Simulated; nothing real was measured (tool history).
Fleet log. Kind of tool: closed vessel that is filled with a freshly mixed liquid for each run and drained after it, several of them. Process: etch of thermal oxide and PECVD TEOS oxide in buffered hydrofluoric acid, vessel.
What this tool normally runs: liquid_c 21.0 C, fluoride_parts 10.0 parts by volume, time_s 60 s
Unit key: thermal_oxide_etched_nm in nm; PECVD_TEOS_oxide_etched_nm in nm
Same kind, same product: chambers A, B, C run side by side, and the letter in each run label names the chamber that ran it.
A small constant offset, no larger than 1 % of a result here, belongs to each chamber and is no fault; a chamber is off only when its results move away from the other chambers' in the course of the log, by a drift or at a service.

run   hour  liquid_c  fluoride_parts  time_s  read-back film thickness of the thermal oxide reference wafer, read on the same gauge (nm)  read-back film thickness of the PECVD TEOS oxide reference wafer, read on the same gauge (nm)  thermal_oxide_etched_nm  PECVD_TEOS_oxide_etched_nm
 1A    3.1      21.0            10.0      60                                                                                      139.98                                                                                         119.98                   57.731                      133.14
 2C    7.5      21.0            10.0      60                                                                                      140.00                                                                                         119.99                   58.310                      132.01
 3B   11.7      21.0            10.0      60                                                                                      139.97                                                                                         120.00                   58.197                      133.79
 4C   17.0      21.0            10.0      60                                                                                      140.00                                                                                         119.95                   58.533                      132.66
 5B   20.0      21.0            10.0      60                                                                                      140.00                                                                                         119.97                   58.349                      133.74
 6A   23.4      21.0            10.0      60                                                                                      140.03                                                                                         120.01                   58.133                      132.09
 7A   27.5      21.0            10.0      60                                                                                      140.00                                                                                         119.95                   57.879                      132.59
 8B   29.9      21.0            10.0      60                                                                                      139.97                                                                                         120.00                   58.094                      132.80
 9C   35.2      23.5            10.0      60                                                                                      140.04                                                                                         120.05                   67.080                      152.13
10A   38.1      23.5            10.0      60                                                                                      139.97                                                                                         119.95                   66.140                      151.51
11B   42.5      23.5            10.0      60                                                                                      140.02                                                                                         119.99                   67.002                      154.77
12C   47.3      21.0            10.0      60                                                                                      140.00                                                                                         120.02                   58.542                      131.27
13B   51.2      21.0            10.0      60                                                                                      140.01                                                                                         119.96                   58.434                      132.71
14A   55.2      21.0            10.0      60                                                                                      140.03                                                                                         119.99                   57.508                      133.42
15C   59.5      21.0            10.0      60                                                                                      140.01                                                                                         119.99                   58.603                      132.56
16A   62.2      21.0            10.0      60                                                                                      140.00                                                                                         119.94                   57.880                      132.40
17B   66.0      21.0            10.0      60                                                                                      140.00                                                                                         119.99                   57.921                      133.65
18C   70.3      21.0            10.0      60                                                                                      140.02                                                                                         119.96                   58.660                      132.06
19A   73.2      21.0            10.0      60                                                                                      140.00                                                                                         120.00                   57.428                      132.31
20B   76.4      21.0            10.0      60                                                                                      140.00                                                                                         119.96                   58.288                      133.32
21C   81.0      21.0             8.5      95                                                                                      140.02                                                                                         119.98                  104.480                      235.57
22C   83.9      21.0             8.5      95                                                                                      140.01                                                                                         119.93                  105.340                      237.54
23A   87.5      21.0             8.5      95                                                                                      139.98                                                                                         120.00                  104.010                      241.54
24B   92.7      21.0            10.0      60                                                                                      140.00                                                                                         120.00                   57.946                      134.26
25B   96.7      21.0            10.0      60                                                                                      140.01                                                                                         120.04                   58.325                      135.41
26A   99.0      21.0            10.0      60                                                                                      139.96                                                                                         120.06                   57.516                      133.09
27C  103.9      21.0            10.0      60                                                                                      140.01                                                                                         120.05                   58.475                      132.76
28A  107.4      21.0            10.0      60                                                                                      140.02                                                                                         120.00                   57.686                      134.06
29C  111.4      21.0            10.0      60                                                                                      140.00                                                                                         120.04                   58.507                      132.79
30B  116.1      21.0            10.0      60                                                                                      140.03                                                                                         120.00                   58.133                      132.88
31A  120.6      21.0            10.0      60                                                                                      139.97                                                                                         120.01                   57.351                      132.54
32C  124.6      21.0            10.0      60                                                                                      139.99                                                                                         120.03                   58.204                      132.07
33B  128.2      21.0            10.0      60                                                                                      140.03                                                                                         120.02                   58.338                      133.48
34C  131.8      21.0            10.0      60                                                                                      139.98                                                                                         120.05                   58.617                      131.58
35B  134.3      21.0             7.0      60                                                                                      139.98                                                                                         119.98                   82.328                      187.80
36A  137.4      21.0             7.0      60                                                                                      140.02                                                                                         120.03                   80.439                      186.67
37A  142.5      21.0             7.0      60                                                                                      139.97                                                                                         120.03                   81.525                      186.81
38C  147.6      21.0            10.0      60                                                                                      139.99                                                                                         120.00                   58.544                      133.11
39B  150.6      21.0            10.0      60                                                                                      140.03                                                                                         120.00                   57.847                      133.66
40C  154.0      21.0             8.0      60                                                                                      140.04                                                                                         119.99                   70.819                      160.34
41A  158.2      21.0             8.0      60                                                                                      139.98                                                                                         120.03                   69.877                      162.42
42B  162.0      21.0             8.0      60                                                                                      139.97                                                                                         120.02                   71.100                      163.34
43A  166.5      21.0            10.0      60                                                                                      139.98                                                                                         119.99                   57.542                      132.38
44B  170.9      21.0            10.0      60                                                                                      140.00                                                                                         120.01                   58.303                      133.07

Next, all 3 chambers run the settings below, one line each with question marks for the results. What does each chamber give?
45A  174.7      21.0            10.0      60                                                                                                                                                                                                                   ?                           ?
45B  174.7      21.0            10.0      60                                                                                                                                                                                                                   ?                           ?
45C  174.7      21.0            10.0      60                                                                                                                                                                                                                   ?                           ?

run  thermal_oxide_etched_nm  PECVD_TEOS_oxide_etched_nm
45A                   58.016                      131.94
45B                   58.237                      134.36
45C                   58.580                      132.91

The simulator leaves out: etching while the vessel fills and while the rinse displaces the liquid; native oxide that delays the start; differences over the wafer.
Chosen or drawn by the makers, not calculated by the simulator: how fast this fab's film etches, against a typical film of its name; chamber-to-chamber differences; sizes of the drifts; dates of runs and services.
